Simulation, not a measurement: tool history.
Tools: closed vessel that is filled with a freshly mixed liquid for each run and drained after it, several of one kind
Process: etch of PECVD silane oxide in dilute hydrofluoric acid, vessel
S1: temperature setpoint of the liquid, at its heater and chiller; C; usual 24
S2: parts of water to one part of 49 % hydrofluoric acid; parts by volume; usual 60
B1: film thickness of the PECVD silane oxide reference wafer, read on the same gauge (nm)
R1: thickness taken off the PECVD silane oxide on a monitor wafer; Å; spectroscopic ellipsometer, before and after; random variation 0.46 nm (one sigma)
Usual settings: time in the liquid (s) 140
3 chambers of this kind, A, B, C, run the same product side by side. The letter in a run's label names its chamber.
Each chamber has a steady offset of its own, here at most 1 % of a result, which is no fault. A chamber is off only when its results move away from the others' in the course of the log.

{"run": "1C", "hour": 11.5, "S1": 24, "S2": 60, "time in the liquid (s)": 140, "B1": 100.0, "R1": 571.75}
{"run": "2B", "hour": 23.6, "S1": 24, "S2": 60, "time in the liquid (s)": 140, "B1": 99.976, "R1": 561.14}
{"run": "3A", "hour": 32.8, "S1": 24, "S2": 60, "time in the liquid (s)": 140, "B1": 100.04, "R1": 569.59}
{"run": "4B", "hour": 44.5, "S1": 24, "S2": 60, "time in the liquid (s)": 140, "B1": 100.0, "R1": 554.94}
{"hour": 54.3, "done": "chamber C: thermometer replaced"}
{"run": "5A", "hour": 55.3, "S1": 24, "S2": 60, "time in the liquid (s)": 140, "B1": 100.02, "R1": 569.68}
{"run": "6C", "hour": 60.9, "S1": 24, "S2": 60, "time in the liquid (s)": 140, "B1": 99.982, "R1": 563.83}
{"run": "7C", "hour": 70.8, "S1": 24, "S2": 60, "time in the liquid (s)": 140, "B1": 100.01, "R1": 558.73}
{"run": "8B", "hour": 79.3, "S1": 24, "S2": 60, "time in the liquid (s)": 140, "B1": 100.02, "R1": 560.88}
{"run": "9A", "hour": 91.6, "S1": 24, "S2": 60, "time in the liquid (s)": 140, "B1": 99.945, "R1": 568.8}
{"run": "10C", "hour": 102.9, "S1": 24, "S2": 60, "time in the liquid (s)": 140, "B1": 99.984, "R1": 564.31}
{"run": "11B", "hour": 115.6, "S1": 24, "S2": 60, "time in the liquid (s)": 140, "B1": 100.02, "R1": 570.23}
{"run": "12A", "hour": 127.9, "S1": 24, "S2": 60, "time in the liquid (s)": 140, "B1": 99.975, "R1": 557.68}
{"run": "13A", "hour": 139.3, "S1": 24, "S2": 60, "time in the liquid (s)": 140, "B1": 99.964, "R1": 557.75}
{"run": "14C", "hour": 146.3, "S1": 24, "S2": 60, "time in the liquid (s)": 140, "B1": 99.998, "R1": 548.96}
{"run": "15B", "hour": 153.5, "S1": 24, "S2": 60, "time in the liquid (s)": 140, "B1": 100.0, "R1": 556.1}
{"run": "16B", "hour": 163.3, "S1": 24, "S2": 60, "time in the liquid (s)": 140, "B1": 100.01, "R1": 557.66}
{"run": "17C", "hour": 172.5, "S1": 24, "S2": 60, "time in the liquid (s)": 140, "B1": 100.04, "R1": 530.78}
{"run": "18A", "hour": 181.5, "S1": 24, "S2": 60, "time in the liquid (s)": 140, "B1": 99.998, "R1": 564.3}
{"run": "19A", "hour": 190.5, "S1": 24, "S2": 90, "time in the liquid (s)": 65, "B1": 99.998, "R1": 166.76}
{"run": "20B", "hour": 200.5, "S1": 24, "S2": 90, "time in the liquid (s)": 65, "B1": 100.0, "R1": 165.98}
{"run": "21C", "hour": 209.8, "S1": 24, "S2": 90, "time in the liquid (s)": 65, "B1": 100.02, "R1": 155.65}
{"run": "22B", "hour": 222.0, "S1": 24, "S2": 60, "time in the liquid (s)": 140, "B1": 100.0, "R1": 552.06}
{"run": "23C", "hour": 231.3, "S1": 24, "S2": 60, "time in the liquid (s)": 140, "B1": 99.975, "R1": 512.19}
{"run": "24A", "hour": 238.2, "S1": 24, "S2": 60, "time in the liquid (s)": 140, "B1": 100.03, "R1": 561.23}
{"run": "25A", "hour": 246.3, "S1": 24, "S2": 60, "time in the liquid (s)": 140, "B1": 100.01, "R1": 572.25}
{"run": "26C", "hour": 253.2, "S1": 24, "S2": 60, "time in the liquid (s)": 140, "B1": 100.01, "R1": 502.98}
{"run": "27B", "hour": 261.1, "S1": 24, "S2": 60, "time in the liquid (s)": 140, "B1": 100.0, "R1": 555.76}
{"run": "28C", "hour": 268.7, "S1": 24, "S2": 60, "time in the liquid (s)": 180, "B1": 100.01, "R1": 644.79}

Is one chamber off against the others, does the gauge drift, or is nothing wrong? If a chamber is off, say which, and what the likeliest cause is.

Chamber C drifts away from the others.
Cause: hydrofluoric acid flow below the setpoint (%) = 10.7.
The log may not tell that from: liquid colder than its thermometer reads (K).

Here are 4 candidates for chamber C's next run, each the usual settings with a change, their results left as question marks. Which one brings its results back in line with what the others give on the usual settings?
In line means no further than this from the other chambers' mean on the usual settings: R1 16.00 Å
{"run": "29C-1", "hour": 277.9, "S1": 24.5, "S2": 55, "time in the liquid (s)": 140, "R1": "?"}
{"run": "29C-2", "hour": 277.9, "S1": 24.0, "S2": 60, "time in the liquid (s)": 125, "R1": "?"}
{"run": "29C-3", "hour": 277.9, "S1": 28.5, "S2": 60, "time in the liquid (s)": 140, "R1": "?"}
{"run": "29C-4", "hour": 277.9, "S1": 19.5, "S2": 60, "time in the liquid (s)": 140, "R1": "?"}

The other chambers' mean on the usual settings: R1 561.35 Å
run=29C-1 R1=558.48
run=29C-2 R1=445.25
run=29C-3 R1=597.50
run=29C-4 R1=413.13
29C-1 brings the chamber back in line.
